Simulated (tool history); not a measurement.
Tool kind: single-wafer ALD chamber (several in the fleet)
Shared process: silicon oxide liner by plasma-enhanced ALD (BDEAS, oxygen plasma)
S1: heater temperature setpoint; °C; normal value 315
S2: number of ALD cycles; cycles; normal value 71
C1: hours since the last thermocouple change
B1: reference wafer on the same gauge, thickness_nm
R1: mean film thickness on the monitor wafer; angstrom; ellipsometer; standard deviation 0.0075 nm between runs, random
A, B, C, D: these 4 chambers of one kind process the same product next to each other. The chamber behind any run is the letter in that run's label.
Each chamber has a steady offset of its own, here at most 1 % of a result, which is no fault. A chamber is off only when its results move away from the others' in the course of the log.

{"run": "1C", "hour": 3.0, "S1": 315, "S2": 71, "C1": 1351.2, "B1": 5.531, "R1": 64.626}
{"run": "2B", "hour": 6.9, "S1": 315, "S2": 71, "C1": 510.3, "B1": 5.5294, "R1": 63.977}
{"run": "3D", "hour": 11.3, "S1": 315, "S2": 71, "C1": 1247.1, "B1": 5.5288, "R1": 64.616}
{"run": "4A", "hour": 16.0, "S1": 315, "S2": 71, "C1": 583.9, "B1": 5.5277, "R1": 65.127}
{"run": "5C", "hour": 19.1, "S1": 315, "S2": 71, "C1": 1367.3, "B1": 5.5264, "R1": 64.541}
{"run": "6B", "hour": 23.7, "S1": 315, "S2": 71, "C1": 527.1, "B1": 5.5256, "R1": 64.035}
{"run": "7A", "hour": 28.7, "S1": 315, "S2": 71, "C1": 596.6, "B1": 5.5239, "R1": 65.03}
{"run": "8D", "hour": 32.2, "S1": 315, "S2": 71, "C1": 1268.0, "B1": 5.5236, "R1": 64.609}
{"run": "9B", "hour": 34.9, "S1": 315, "S2": 71, "C1": 538.3, "B1": 5.5226, "R1": 64.064}
{"run": "10A", "hour": 37.6, "S1": 310, "S2": 71, "C1": 605.5, "B1": 5.5219, "R1": 65.505}
{"run": "11C", "hour": 41.4, "S1": 310, "S2": 71, "C1": 1389.6, "B1": 5.522, "R1": 65.018}
{"run": "12D", "hour": 43.6, "S1": 310, "S2": 71, "C1": 1279.4, "B1": 5.52, "R1": 65.076}
{"run": "13B", "hour": 46.4, "S1": 310, "S2": 71, "C1": 549.8, "B1": 5.521, "R1": 64.493}
{"run": "14D", "hour": 49.4, "S1": 315, "S2": 71, "C1": 1285.2, "B1": 5.5195, "R1": 64.526}
{"run": "15C", "hour": 52.0, "S1": 315, "S2": 71, "C1": 1400.2, "B1": 5.5171, "R1": 64.549}
{"run": "16A", "hour": 54.5, "S1": 315, "S2": 71, "C1": 622.4, "B1": 5.5167, "R1": 64.901}
{"run": "17B", "hour": 57.8, "S1": 315, "S2": 71, "C1": 561.2, "B1": 5.5172, "R1": 63.975}
{"run": "18A", "hour": 60.2, "S1": 315, "S2": 71, "C1": 628.1, "B1": 5.5166, "R1": 65.123}
{"run": "19D", "hour": 63.1, "S1": 315, "S2": 71, "C1": 1298.9, "B1": 5.5174, "R1": 64.486}
{"run": "20C", "hour": 65.5, "S1": 315, "S2": 71, "C1": 1413.7, "B1": 5.5155, "R1": 64.443}
{"run": "21D", "hour": 68.9, "S1": 315, "S2": 71, "C1": 1304.7, "B1": 5.514, "R1": 64.52}
{"run": "22A", "hour": 72.9, "S1": 315, "S2": 71, "C1": 640.8, "B1": 5.5145, "R1": 64.997}
{"run": "23C", "hour": 76.6, "S1": 315, "S2": 71, "C1": 1424.8, "B1": 5.5124, "R1": 64.491}
{"run": "24B", "hour": 79.2, "S1": 315, "S2": 71, "C1": 582.6, "B1": 5.5097, "R1": 63.935}
{"run": "25A", "hour": 81.7, "S1": 315, "S2": 71, "C1": 649.6, "B1": 5.5112, "R1": 64.882}
{"run": "26B", "hour": 84.0, "S1": 315, "S2": 71, "C1": 587.4, "B1": 5.5111, "R1": 63.993}
{"run": "27C", "hour": 88.5, "S1": 315, "S2": 71, "C1": 1436.7, "B1": 5.5104, "R1": 64.381}
{"run": "28D", "hour": 93.2, "S1": 315, "S2": 71, "C1": 1329.0, "B1": 5.5092, "R1": 64.461}
{"run": "29B", "hour": 98.1, "S1": 315, "S2": 71, "C1": 601.5, "B1": 5.5097, "R1": 64.0}
{"run": "30C", "hour": 103.0, "S1": 315, "S2": 71, "C1": 1451.2, "B1": 5.5055, "R1": 64.332}
{"run": "31D", "hour": 107.0, "S1": 315, "S2": 71, "C1": 1342.8, "B1": 5.5057, "R1": 64.406}
{"run": "32A", "hour": 109.2, "S1": 315, "S2": 71, "C1": 677.1, "B1": 5.5056, "R1": 64.67}
{"run": "33D", "hour": 113.3, "S1": 315, "S2": 71, "C1": 1349.1, "B1": 5.5048, "R1": 64.417}

Does one chamber stand apart from the rest, does the shared gauge drift, or is all well apart from small per-chamber offsets? Give the chamber and the most likely cause, where there is one.

No chamber is off; the gauge reading every chamber's wafers drifts, which makes the whole fleet appear to move together.
Likeliest cause: gauge reads low (%) = 0.478.

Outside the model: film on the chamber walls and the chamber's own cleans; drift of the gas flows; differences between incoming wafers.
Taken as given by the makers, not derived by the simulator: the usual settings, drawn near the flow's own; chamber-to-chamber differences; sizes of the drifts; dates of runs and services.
